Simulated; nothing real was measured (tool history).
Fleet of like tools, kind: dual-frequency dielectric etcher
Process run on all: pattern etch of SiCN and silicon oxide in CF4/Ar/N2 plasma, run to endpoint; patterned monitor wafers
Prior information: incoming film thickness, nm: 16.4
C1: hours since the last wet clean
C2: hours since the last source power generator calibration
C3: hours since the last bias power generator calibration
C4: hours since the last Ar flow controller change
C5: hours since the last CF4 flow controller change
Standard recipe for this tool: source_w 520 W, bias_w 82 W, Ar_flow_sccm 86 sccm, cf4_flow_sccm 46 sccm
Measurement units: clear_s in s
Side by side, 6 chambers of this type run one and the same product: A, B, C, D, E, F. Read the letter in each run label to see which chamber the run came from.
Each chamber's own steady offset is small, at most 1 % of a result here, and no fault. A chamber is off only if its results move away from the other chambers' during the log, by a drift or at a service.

Run 1D, hour 14.5: usual settings; C1 331.8; C2 761.8; C3 4068.9; C4 228.3; C5 3136.4. Result: clear_s 16.735 s.
Run 2F, hour 22.2: usual settings; C1 456.5; C2 3117.4; C3 2645.6; C4 103.2; C5 329.2. Result: clear_s 16.584 s.
Run 3C, hour 36.4: usual settings; C1 199.7; C2 1413.0; C3 1706.9; C4 245.9; C5 3047.1. Result: clear_s 16.843 s.
Run 4A, hour 49.9: usual settings; C1 100.9; C2 3770.2; C3 226.6; C4 1930.1; C5 1327.0. Result: clear_s 16.679 s.
Run 5E, hour 63.5: usual settings; C1 488.4; C2 1007.6; C3 2817.5; C4 2935.6; C5 2632.0. Result: clear_s 16.779 s.
Run 6B, hour 79.3: usual settings; C1 134.2; C2 617.2; C3 4521.1; C4 577.7; C5 619.4. Result: clear_s 16.789 s.
Run 7B, hour 94.2: usual settings; C1 149.1; C2 632.1; C3 4536.0; C4 592.6; C5 634.3. Result: clear_s 16.677 s.
At hour 94.7: chamber E: wet clean of the chamber.
Run 8A, hour 104.6: usual settings but bias_w 73 W; C1 155.6; C2 3824.9; C3 281.3; C4 1984.8; C5 1381.7. Result: clear_s 17.538 s.
At hour 108.7: chamber B: bias power generator calibrated.
Run 9F, hour 112.7: usual settings but bias_w 73 W; C1 547.0; C2 3207.9; C3 2736.1; C4 193.7; C5 419.7. Result: clear_s 17.384 s.
Run 10C, hour 120.8: usual settings but bias_w 73 W; C1 284.1; C2 1497.4; C3 1791.3; C4 330.3; C5 3131.5. Result: clear_s 17.495 s.
At hour 122.0: chamber A: Ar flow controller replaced.
Run 11E, hour 130.4: usual settings but bias_w 73 W; C1 35.8; C2 1074.5; C3 2884.4; C4 3002.5; C5 2698.9. Result: clear_s 17.546 s.
At hour 135.2: chamber F: wet clean of the chamber.
Run 12D, hour 142.0: usual settings but bias_w 73 W; C1 459.3; C2 889.3; C3 4196.4; C4 355.8; C5 3263.9. Result: clear_s 17.473 s.
Run 13E, hour 151.6: usual settings but bias_w 73 W; C1 57.0; C2 1095.7; C3 2905.6; C4 3023.7; C5 2720.1. Result: clear_s 17.368 s.
Run 14F, hour 163.2: usual settings; C1 28.1; C2 3258.4; C3 2786.6; C4 244.2; C5 470.2. Result: clear_s 16.598 s.
Run 15A, hour 174.0: usual settings; C1 225.0; C2 3894.3; C3 350.7; C4 52.0; C5 1451.1. Result: clear_s 16.736 s.
Run 16C, hour 185.3: usual settings; C1 348.6; C2 1561.9; C3 1855.8; C4 394.8; C5 3196.0. Result: clear_s 16.828 s.
Run 17D, hour 196.3: usual settings; C1 513.6; C2 943.6; C3 4250.7; C4 410.1; C5 3318.2. Result: clear_s 16.867 s.
Run 18B, hour 205.9: usual settings but source_w 460 W, cf4_flow_sccm 52 sccm; C1 260.8; C2 743.8; C3 97.2; C4 704.3; C5 746.0. Result: clear_s 18.309 s.
Run 19C, hour 217.4: usual settings but source_w 460 W, cf4_flow_sccm 52 sccm; C1 380.7; C2 1594.0; C3 1887.9; C4 426.9; C5 3228.1. Result: clear_s 18.341 s.
Run 20E, hour 225.9: usual settings but source_w 460 W, cf4_flow_sccm 52 sccm; C1 131.3; C2 1170.0; C3 2979.9; C4 3098.0; C5 2794.4. Result: clear_s 18.332 s.
At hour 230.7: chamber D: wet clean of the chamber.
Run 21D, hour 234.5: usual settings but source_w 460 W, cf4_flow_sccm 52 sccm; C1 3.9; C2 981.8; C3 4288.9; C4 448.3; C5 3356.4. Result: clear_s 18.391 s.
Run 22F, hour 242.6: usual settings but source_w 460 W, cf4_flow_sccm 52 sccm; C1 107.5; C2 3337.8; C3 2866.0; C4 323.6; C5 549.6. Result: clear_s 18.183 s.
Run 23A, hour 252.3: usual settings but source_w 460 W, cf4_flow_sccm 52 sccm; C1 303.3; C2 3972.6; C3 429.0; C4 130.3; C5 1529.4. Result: clear_s 18.333 s.
Run 24B, hour 261.8: usual settings but source_w 480 W, cf4_flow_sccm 55 sccm; C1 316.7; C2 799.7; C3 153.1; C4 760.2; C5 801.9. Result: clear_s 17.501 s.
At hour 268.0: chamber C: bias power generator calibrated.
Run 25D, hour 271.2: usual settings but source_w 480 W, cf4_flow_sccm 55 sccm; C1 40.6; C2 1018.5; C3 4325.6; C4 485.0; C5 3393.1. Result: clear_s 17.448 s.
Run 26C, hour 286.2: usual settings but source_w 480 W, cf4_flow_sccm 55 sccm; C1 449.5; C2 1662.8; C3 18.3; C4 495.7; C5 3296.9. Result: clear_s 17.512 s.
At hour 290.4: chamber B: wet clean of the chamber.
Run 27A, hour 295.7: usual settings but source_w 480 W, cf4_flow_sccm 55 sccm; C1 346.7; C2 4016.0; C3 472.4; C4 173.7; C5 1572.8. Result: clear_s 17.544 s.
Run 28E, hour 309.5: usual settings but source_w 480 W, cf4_flow_sccm 55 sccm; C1 214.9; C2 1253.6; C3 3063.5; C4 3181.6; C5 2878.0. Result: clear_s 17.664 s.
Run 29B, hour 319.1: usual settings but source_w 480 W, cf4_flow_sccm 55 sccm; C1 28.8; C2 857.0; C3 210.4; C4 817.5; C5 859.2. Result: clear_s 17.545 s.
Run 30F, hour 327.9: usual settings; C1 192.8; C2 3423.1; C3 2951.3; C4 408.9; C5 634.9. Result: clear_s 16.715 s.
Run 31A, hour 335.5: usual settings but source_w 430 W, bias_w 72 W; C1 386.5; C2 4055.8; C3 512.2; C4 213.5; C5 1612.6. Result: clear_s 20.686 s.
Run 32D, hour 344.5: usual settings but source_w 430 W, bias_w 72 W; C1 113.9; C2 1091.8; C3 4398.9; C4 558.3; C5 3466.4. Result: clear_s 20.773 s.
Run 33E, hour 351.8: usual settings but source_w 430 W, bias_w 72 W; C1 257.2; C2 1295.9; C3 3105.8; C4 3223.9; C5 2920.3. Result: clear_s 20.836 s.
Run 34F, hour 359.3: usual settings but source_w 430 W, bias_w 72 W; C1 224.2; C2 3454.5; C3 2982.7; C4 440.3; C5 666.3. Result: clear_s 20.631 s.
At hour 369.8: chamber F: source power generator calibrated.
Run 35C, hour 370.5: usual settings but source_w 430 W, bias_w 72 W; C1 533.8; C2 1747.1; C3 102.6; C4 580.0; C5 3381.2. Result: clear_s 20.533 s.
Run 36B, hour 385.8: usual settings but source_w 430 W, bias_w 72 W; C1 95.5; C2 923.7; C3 277.1; C4 884.2; C5 925.9. Result: clear_s 20.716 s.
Run 37A, hour 395.0: usual settings but source_w 480 W, bias_w 69 W; C1 446.0; C2 4115.3; C3 571.7; C4 273.0; C5 1672.1. Result: clear_s 19.131 s.
Run 38D, hour 408.1: usual settings but source_w 480 W, bias_w 69 W; C1 177.5; C2 1155.4; C3 4462.5; C4 621.9; C5 3530.0. Result: clear_s 19.035 s.
Run 39C, hour 418.0: usual settings but source_w 480 W, bias_w 69 W; C1 581.3; C2 1794.6; C3 150.1; C4 627.5; C5 3428.7. Result: clear_s 18.898 s.
Run 40F, hour 426.5: usual settings but source_w 480 W, bias_w 69 W; C1 291.4; C2 56.8; C3 3049.9; C4 507.5; C5 733.5. Result: clear_s 18.997 s.
Run 41B, hour 435.7: usual settings but source_w 480 W, bias_w 69 W; C1 145.4; C2 973.6; C3 327.0; C4 934.1; C5 975.8. Result: clear_s 19.145 s.

For the next run the whole fleet of 6 chambers uses the same settings. Give each chamber's results:
Run 42A, hour 447.1: usual settings. Result: clear_s ?.
Run 42B, hour 447.1: usual settings. Result: clear_s ?.
Run 42C, hour 447.1: usual settings. Result: clear_s ?.
Run 42D, hour 447.1: usual settings. Result: clear_s ?.
Run 42E, hour 447.1: usual settings. Result: clear_s ?.
Run 42F, hour 447.1: usual settings. Result: clear_s ?.

run  clear_s
42A   16.730
42B   16.722
42C   16.416
42D   16.751
42E   16.836
42F   16.680

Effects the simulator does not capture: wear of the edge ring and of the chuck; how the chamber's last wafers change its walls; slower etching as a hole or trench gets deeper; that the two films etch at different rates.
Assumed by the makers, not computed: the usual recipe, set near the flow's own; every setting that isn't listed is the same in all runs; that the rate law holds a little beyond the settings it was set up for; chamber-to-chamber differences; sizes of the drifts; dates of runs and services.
